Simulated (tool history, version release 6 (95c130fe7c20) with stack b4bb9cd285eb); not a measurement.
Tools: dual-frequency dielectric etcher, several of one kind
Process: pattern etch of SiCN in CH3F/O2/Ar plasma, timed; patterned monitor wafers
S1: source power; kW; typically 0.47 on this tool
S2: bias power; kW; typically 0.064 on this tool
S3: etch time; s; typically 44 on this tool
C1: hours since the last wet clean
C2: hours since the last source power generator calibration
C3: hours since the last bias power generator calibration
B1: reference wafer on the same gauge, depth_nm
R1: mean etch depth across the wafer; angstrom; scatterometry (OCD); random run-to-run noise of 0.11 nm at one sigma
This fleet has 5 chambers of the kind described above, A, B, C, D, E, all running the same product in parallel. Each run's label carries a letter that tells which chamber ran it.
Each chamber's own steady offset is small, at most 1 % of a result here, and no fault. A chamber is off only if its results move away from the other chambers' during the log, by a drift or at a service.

| run | hour | S1 | S2 | S3 | C1 | C2 | C3 | B1 | R1 |
|---|---|---|---|---|---|---|---|---|---|
| 1B | 13.5 | 0.47 | 0.064 | 44 | 266.5 | 3058.3 | 3990.5 | 15.81 | 169.65 |
| 2E | 22.9 | 0.47 | 0.064 | 44 | 49.1 | 1368.5 | 1827 | 15.793 | 168.41 |
| 3A | 35.3 | 0.47 | 0.064 | 44 | 536.7 | 1391.5 | 3958.8 | 15.81 | 168.66 |
|  | 49 | chamber A: wet clean of the chamber |
| 4D | 49.6 | 0.47 | 0.064 | 44 | 180.2 | 1711.2 | 859.4 | 15.793 | 167.31 |
| 5C | 62.7 | 0.43 | 0.054 | 44 | 279.5 | 3116.5 | 3425.4 | 15.786 | 154.77 |
| 6B | 71.6 | 0.43 | 0.054 | 44 | 324.6 | 3116.4 | 4048.6 | 15.813 | 155.77 |
| 7C | 80.5 | 0.43 | 0.054 | 44 | 297.3 | 3134.3 | 3443.2 | 15.801 | 153.32 |
| 8E | 93.9 | 0.43 | 0.054 | 44 | 120.1 | 1439.5 | 1898 | 15.797 | 152.67 |
| 9A | 106.7 | 0.43 | 0.054 | 44 | 57.7 | 1462.9 | 4030.2 | 15.791 | 154.57 |
| 10D | 119.7 | 0.47 | 0.056 | 44 | 250.3 | 1781.3 | 929.5 | 15.822 | 162.76 |
| 11A | 127.9 | 0.47 | 0.056 | 44 | 78.9 | 1484.1 | 4051.4 | 15.784 | 161.05 |
| 12B | 140.3 | 0.47 | 0.056 | 44 | 393.3 | 3185.1 | 4117.3 | 15.814 | 162.1 |
| 13E | 151.7 | 0.47 | 0.056 | 44 | 177.9 | 1497.3 | 1955.8 | 15.806 | 163.03 |
| 14D | 161.3 | 0.47 | 0.056 | 44 | 291.9 | 1822.9 | 971.1 | 15.815 | 163.79 |
| 15C | 170.9 | 0.47 | 0.064 | 44 | 387.7 | 3224.7 | 3533.6 | 15.78 | 167.81 |
| 16C | 185.3 | 0.47 | 0.064 | 44 | 402.1 | 3239.1 | 3548 | 15.782 | 168.6 |
| 17D | 194.3 | 0.47 | 0.064 | 44 | 324.9 | 1855.9 | 1004.1 | 15.808 | 170.68 |
| 18E | 204.6 | 0.47 | 0.064 | 44 | 230.8 | 1550.2 | 2008.7 | 15.772 | 169.99 |
| 19A | 220.2 | 0.47 | 0.064 | 44 | 171.2 | 1576.4 | 4143.7 | 15.812 | 166.63 |
| 20B | 232.5 | 0.38 | 0.064 | 51.5 | 485.5 | 3277.3 | 4209.5 | 15.811 | 182.27 |
| 21D | 246.4 | 0.38 | 0.064 | 51.5 | 377 | 1908 | 1056.2 | 15.822 | 187.02 |
| 22B | 258.9 | 0.38 | 0.064 | 51.5 | 511.9 | 3303.7 | 4235.9 | 15.78 | 181.29 |
| 23E | 270.8 | 0.38 | 0.064 | 51.5 | 297 | 1616.4 | 2074.9 | 15.793 | 181.71 |
| 24C | 277.8 | 0.38 | 0.064 | 51.5 | 494.6 | 3331.6 | 3640.5 | 15.773 | 181.19 |
| 25A | 293.2 | 0.54 | 0.078 | 44 | 244.2 | 1649.4 | 4216.7 | 15.806 | 190.27 |
| 26C | 304.4 | 0.54 | 0.078 | 44 | 521.2 | 3358.2 | 3667.1 | 15.806 | 189.29 |
| 27E | 313.4 | 0.54 | 0.078 | 44 | 339.6 | 1659 | 2117.5 | 15.791 | 187.96 |
| 28A | 325.8 | 0.54 | 0.078 | 44 | 276.8 | 1682 | 4249.3 | 15.797 | 189.71 |
|  | 330.7 | chamber A: bias power generator calibrated |
| 29B | 335.6 | 0.54 | 0.078 | 44 | 588.6 | 3380.4 | 4312.6 | 15.789 | 192.6 |
| 30D | 349.2 | 0.47 | 0.064 | 44 | 479.8 | 2010.8 | 1159 | 15.784 | 174.68 |
| 31B | 356.9 | 0.47 | 0.064 | 44 | 609.9 | 3401.7 | 4333.9 | 15.795 | 169.99 |
| 32D | 366.2 | 0.47 | 0.064 | 44 | 496.8 | 2027.8 | 1176 | 15.786 | 174.72 |
| 33A | 378.9 | 0.47 | 0.064 | 44 | 329.9 | 1735.1 | 48.2 | 15.804 | 171.31 |
| 34C | 389.5 | 0.47 | 0.064 | 44 | 606.3 | 3443.3 | 3752.2 | 15.789 | 169.88 |
| 35E | 396.5 | 0.47 | 0.064 | 48.5 | 422.7 | 1742.1 | 2200.6 | 15.796 | 186.36 |
| 36D | 404.6 | 0.47 | 0.064 | 48.5 | 535.2 | 2066.2 | 1214.4 | 15.804 | 197.28 |
|  | 408.7 | chamber C: wet clean of the chamber |
| 37C | 416.7 | 0.47 | 0.064 | 48.5 | 8 | 3470.5 | 3779.4 | 15.781 | 185.17 |
| 38E | 428.6 | 0.47 | 0.064 | 48.5 | 454.8 | 1774.2 | 2232.7 | 15.804 | 182.33 |
| 39A | 437.7 | 0.47 | 0.064 | 48.5 | 388.7 | 1793.9 | 107 | 15.785 | 185.84 |
|  | 444.2 | chamber B: wet clean of the chamber |
| 40B | 450.8 | 0.47 | 0.064 | 44 | 6.6 | 3495.6 | 4427.8 | 15.833 | 170.2 |
| 41E | 466.1 | 0.47 | 0.064 | 44 | 492.3 | 1811.7 | 2270.2 | 15.826 | 167.92 |

Each of the 5 chambers runs these same settings next. Fill in every chamber's results:
| 42A | 477.5 | 0.47 | 0.064 | 44 |  |  |  |  | ? |
| 42B | 477.5 | 0.47 | 0.064 | 44 |  |  |  |  | ? |
| 42C | 477.5 | 0.47 | 0.064 | 44 |  |  |  |  | ? |
| 42D | 477.5 | 0.47 | 0.064 | 44 |  |  |  |  | ? |
| 42E | 477.5 | 0.47 | 0.064 | 44 |  |  |  |  | ? |

| run | R1 |
|---|---|
| 42A | 168.46 |
| 42B | 167.48 |
| 42C | 167.48 |
| 42D | 177 |
| 42E | 167.05 |

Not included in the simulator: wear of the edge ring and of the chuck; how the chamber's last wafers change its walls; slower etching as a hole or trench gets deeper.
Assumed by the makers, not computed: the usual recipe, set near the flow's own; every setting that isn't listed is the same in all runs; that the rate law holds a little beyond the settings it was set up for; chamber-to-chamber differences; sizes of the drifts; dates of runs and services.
